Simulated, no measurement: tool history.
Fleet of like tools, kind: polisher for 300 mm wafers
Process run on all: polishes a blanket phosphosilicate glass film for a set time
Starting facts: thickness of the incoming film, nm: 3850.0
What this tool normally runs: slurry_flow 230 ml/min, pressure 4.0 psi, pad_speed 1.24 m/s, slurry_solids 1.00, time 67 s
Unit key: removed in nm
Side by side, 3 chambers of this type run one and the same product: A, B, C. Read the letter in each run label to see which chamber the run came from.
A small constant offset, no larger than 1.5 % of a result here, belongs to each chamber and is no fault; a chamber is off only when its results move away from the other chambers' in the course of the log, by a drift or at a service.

-- hour=4.3 chamber A: worn pad replaced by a new one
run 1B hour=4.3 | slurry_flow=230 pressure=4.0 pad_speed=1.24 slurry_solids=1.00 time=67 | removed=724.23
-- hour=4.5 chamber A: slurry blender recalibrated
run 2A hour=7.5 | slurry_flow=230 pressure=4.0 pad_speed=1.24 slurry_solids=1.00 time=67 | removed=734.09
run 3C hour=10.3 | slurry_flow=230 pressure=4.0 pad_speed=1.24 slurry_solids=1.00 time=67 | removed=709.06
run 4B hour=13.4 | slurry_flow=230 pressure=4.0 pad_speed=1.24 slurry_solids=1.00 time=67 | removed=714.85
run 5C hour=17.7 | slurry_flow=230 pressure=4.0 pad_speed=1.06 slurry_solids=1.00 time=67 | removed=650.75
run 6A hour=21.5 | slurry_flow=230 pressure=4.0 pad_speed=1.06 slurry_solids=1.00 time=67 | removed=630.42
run 7C hour=26.0 | slurry_flow=230 pressure=4.0 pad_speed=1.06 slurry_solids=1.00 time=67 | removed=645.03
run 8A hour=28.3 | slurry_flow=275 pressure=3.5 pad_speed=1.24 slurry_solids=1.00 time=67 | removed=661.39
run 9B hour=31.1 | slurry_flow=275 pressure=3.5 pad_speed=1.24 slurry_solids=1.00 time=67 | removed=658.43
-- hour=33.0 chamber B: worn pad replaced by a new one
run 10A hour=34.1 | slurry_flow=275 pressure=3.5 pad_speed=1.24 slurry_solids=1.00 time=67 | removed=645.65
run 11B hour=36.5 | slurry_flow=230 pressure=4.0 pad_speed=1.24 slurry_solids=1.00 time=67 | removed=735.51
run 12C hour=41.0 | slurry_flow=230 pressure=4.0 pad_speed=1.24 slurry_solids=1.00 time=67 | removed=723.96
run 13B hour=45.5 | slurry_flow=230 pressure=4.0 pad_speed=1.24 slurry_solids=1.00 time=67 | removed=732.02
run 14C hour=48.5 | slurry_flow=230 pressure=4.0 pad_speed=1.24 slurry_solids=1.00 time=67 | removed=711.74
run 15A hour=52.8 | slurry_flow=230 pressure=4.0 pad_speed=1.24 slurry_solids=1.00 time=67 | removed=737.72
-- hour=54.2 chamber C: slurry blender recalibrated
-- hour=56.4 chamber B: slurry blender recalibrated
run 16C hour=57.2 | slurry_flow=230 pressure=4.0 pad_speed=1.24 slurry_solids=1.00 time=67 | removed=732.36
run 17B hour=61.3 | slurry_flow=230 pressure=4.0 pad_speed=1.24 slurry_solids=1.00 time=67 | removed=722.92
run 18A hour=63.8 | slurry_flow=230 pressure=4.0 pad_speed=1.24 slurry_solids=1.00 time=67 | removed=740.83
run 19A hour=66.1 | slurry_flow=230 pressure=5.3 pad_speed=1.24 slurry_solids=1.15 time=67 | removed=1046.10
run 20C hour=70.5 | slurry_flow=230 pressure=5.3 pad_speed=1.24 slurry_solids=1.15 time=67 | removed=1022.20
-- hour=71.1 chamber B: conditioning disc replaced and pad reconditioned
run 21B hour=74.1 | slurry_flow=230 pressure=5.3 pad_speed=1.24 slurry_solids=1.15 time=67 | removed=1013.20
run 22B hour=76.2 | slurry_flow=230 pressure=4.0 pad_speed=1.24 slurry_solids=1.00 time=67 | removed=718.79
-- hour=78.2 chamber C: head pressure recalibrated
run 23A hour=80.2 | slurry_flow=230 pressure=4.0 pad_speed=1.24 slurry_solids=1.00 time=67 | removed=731.83
run 24C hour=83.5 | slurry_flow=230 pressure=4.0 pad_speed=1.24 slurry_solids=1.00 time=67 | removed=744.09
run 25C hour=86.7 | slurry_flow=230 pressure=3.4 pad_speed=1.24 slurry_solids=1.00 time=67 | removed=598.89
run 26A hour=89.3 | slurry_flow=230 pressure=3.4 pad_speed=1.24 slurry_solids=1.00 time=67 | removed=620.58
-- hour=90.0 chamber B: head pressure recalibrated
-- hour=91.4 chamber A: worn pad replaced by a new one
run 27B hour=92.7 | slurry_flow=230 pressure=3.4 pad_speed=1.24 slurry_solids=1.00 time=67 | removed=672.57
-- hour=95.4 chamber B: slurry nozzle cleaned
run 28B hour=96.0 | slurry_flow=230 pressure=4.0 pad_speed=1.24 slurry_solids=1.00 time=67 | removed=822.76
run 29A hour=100.5 | slurry_flow=230 pressure=4.0 pad_speed=1.24 slurry_solids=1.00 time=67 | removed=711.40
run 30C hour=105.0 | slurry_flow=230 pressure=4.0 pad_speed=1.24 slurry_solids=1.00 time=67 | removed=711.28
run 31A hour=108.3 | slurry_flow=230 pressure=4.0 pad_speed=1.24 slurry_solids=1.00 time=67 | removed=721.88
run 32B hour=111.4 | slurry_flow=230 pressure=4.0 pad_speed=1.24 slurry_solids=1.00 time=67 | removed=817.28
-- hour=112.3 chamber B: worn pad replaced by a new one
run 33C hour=114.6 | slurry_flow=230 pressure=4.0 pad_speed=1.24 slurry_solids=1.00 time=67 | removed=717.52
run 34B hour=118.7 | slurry_flow=230 pressure=4.0 pad_speed=1.24 slurry_solids=1.00 time=67 | removed=805.83
run 35C hour=121.1 | slurry_flow=230 pressure=4.0 pad_speed=1.24 slurry_solids=1.00 time=67 | removed=731.07
run 36A hour=125.1 | slurry_flow=230 pressure=4.0 pad_speed=1.24 slurry_solids=1.00 time=67 | removed=739.74
run 37C hour=129.2 | slurry_flow=230 pressure=4.0 pad_speed=1.24 slurry_solids=1.00 time=67 | removed=705.68
run 38B hour=132.2 | slurry_flow=230 pressure=4.0 pad_speed=1.24 slurry_solids=1.00 time=55 | removed=647.52
-- hour=132.7 chamber C: worn pad replaced by a new one
run 39A hour=136.6 | slurry_flow=230 pressure=4.0 pad_speed=1.24 slurry_solids=1.00 time=55 | removed=596.54
run 40B hour=138.8 | slurry_flow=230 pressure=4.0 pad_speed=1.24 slurry_solids=1.00 time=55 | removed=657.13
run 41A hour=142.2 | slurry_flow=230 pressure=4.0 pad_speed=1.24 slurry_solids=1.00 time=67 | removed=732.75
run 42C hour=145.3 | slurry_flow=230 pressure=4.0 pad_speed=1.24 slurry_solids=1.00 time=67 | removed=726.99
run 43C hour=148.5 | slurry_flow=230 pressure=4.0 pad_speed=1.24 slurry_solids=0.85 time=67 | removed=690.58
run 44A hour=151.0 | slurry_flow=230 pressure=4.0 pad_speed=1.24 slurry_solids=0.85 time=67 | removed=671.52

Next, every chamber runs the same settings. What will each give?
run 45A hour=154.4 | slurry_flow=230 pressure=4.0 pad_speed=1.24 slurry_solids=1.00 time=59 | removed=?
run 45B hour=154.4 | slurry_flow=230 pressure=4.0 pad_speed=1.24 slurry_solids=1.00 time=59 | removed=?
run 45C hour=154.4 | slurry_flow=230 pressure=4.0 pad_speed=1.24 slurry_solids=1.00 time=59 | removed=?

run=45A removed=629.76
run=45B removed=693.99
run=45C removed=639.76
